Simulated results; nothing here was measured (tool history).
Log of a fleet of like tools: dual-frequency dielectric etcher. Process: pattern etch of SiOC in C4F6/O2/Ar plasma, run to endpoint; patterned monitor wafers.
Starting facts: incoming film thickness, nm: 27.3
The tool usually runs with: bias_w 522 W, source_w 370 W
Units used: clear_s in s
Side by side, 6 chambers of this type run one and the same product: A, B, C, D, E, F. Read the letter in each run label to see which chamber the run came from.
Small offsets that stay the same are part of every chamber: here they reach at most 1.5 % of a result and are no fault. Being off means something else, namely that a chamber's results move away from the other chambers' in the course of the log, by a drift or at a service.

| run | day | bias_w | source_w | clear_s |
|---|---|---|---|---|
|  | 0.092 | chamber D: source power generator calibrated |
| 1F | 0.296 | 522 | 370 | 9.1013 |
| 2A | 0.567 | 522 | 370 | 9.3575 |
| 3E | 0.817 | 522 | 370 | 9.3029 |
|  | 0.867 | chamber B: wet clean of the chamber |
| 4C | 1.221 | 522 | 370 | 9.3675 |
| 5D | 1.629 | 522 | 370 | 9.1235 |
| 6B | 2.075 | 522 | 370 | 9.2238 |
| 7A | 2.433 | 522 | 370 | 9.2304 |
| 8C | 2.888 | 522 | 370 | 9.3800 |
| 9F | 3.333 | 522 | 370 | 9.1354 |
| 10B | 3.729 | 620 | 340 | 9.1231 |
|  | 3.829 | chamber F: wet clean of the chamber |
| 11D | 4.025 | 620 | 340 | 8.9338 |
| 12E | 4.329 | 620 | 340 | 8.9528 |
| 13C | 4.588 | 620 | 340 | 8.9449 |
| 14D | 5.042 | 620 | 340 | 8.8861 |
| 15F | 5.479 | 620 | 340 | 9.0326 |
| 16B | 5.854 | 522 | 370 | 9.2036 |
|  | 6.050 | chamber C: wet clean of the chamber |
| 17E | 6.275 | 522 | 370 | 9.4173 |
| 18A | 6.683 | 595 | 370 | 8.9839 |
| 19E | 6.971 | 595 | 370 | 8.8215 |
| 20D | 7.371 | 595 | 370 | 8.7610 |
| 21F | 7.588 | 595 | 370 | 8.8355 |
| 22A | 7.842 | 595 | 370 | 8.8377 |
| 23C | 8.288 | 595 | 370 | 8.8171 |
| 24B | 8.708 | 522 | 370 | 9.1750 |
| 25C | 9.188 | 522 | 370 | 9.2941 |
|  | 9.288 | chamber A: wet clean of the chamber |
| 26E | 9.421 | 522 | 370 | 9.3499 |
| 27D | 9.683 | 482 | 420 | 9.0559 |
| 28A | 10.083 | 482 | 420 | 9.1730 |
| 29F | 10.325 | 482 | 420 | 9.0691 |
| 30B | 10.775 | 482 | 420 | 9.0913 |
| 31C | 11.079 | 482 | 420 | 9.1598 |
| 32B | 11.496 | 482 | 420 | 9.2206 |
| 33E | 11.738 | 522 | 370 | 9.3047 |
| 34A | 12.058 | 522 | 370 | 9.4338 |
|  | 12.279 | chamber E: wet clean of the chamber |
| 35F | 12.525 | 522 | 370 | 9.2233 |
|  | 12.846 | chamber B: source power generator calibrated |
| 36D | 12.875 | 522 | 370 | 9.3525 |
| 37E | 13.138 | 522 | 370 | 9.3357 |
| 38C | 13.475 | 522 | 370 | 9.2587 |
| 39D | 13.871 | 522 | 370 | 9.2553 |
| 40B | 14.083 | 522 | 370 | 9.2657 |

Next, all 6 chambers run the settings below, one line each with question marks for the results. What does each chamber give?
| 41A | 14.429 | 522 | 370 | ? |
| 41B | 14.429 | 522 | 370 | ? |
| 41C | 14.429 | 522 | 370 | ? |
| 41D | 14.429 | 522 | 370 | ? |
| 41E | 14.429 | 522 | 370 | ? |
| 41F | 14.429 | 522 | 370 | ? |

| run | clear_s |
|---|---|
| 41A | 9.3244 |
| 41B | 9.4314 |
| 41C | 9.2165 |
| 41D | 9.3678 |
| 41E | 9.2855 |
| 41F | 9.0852 |

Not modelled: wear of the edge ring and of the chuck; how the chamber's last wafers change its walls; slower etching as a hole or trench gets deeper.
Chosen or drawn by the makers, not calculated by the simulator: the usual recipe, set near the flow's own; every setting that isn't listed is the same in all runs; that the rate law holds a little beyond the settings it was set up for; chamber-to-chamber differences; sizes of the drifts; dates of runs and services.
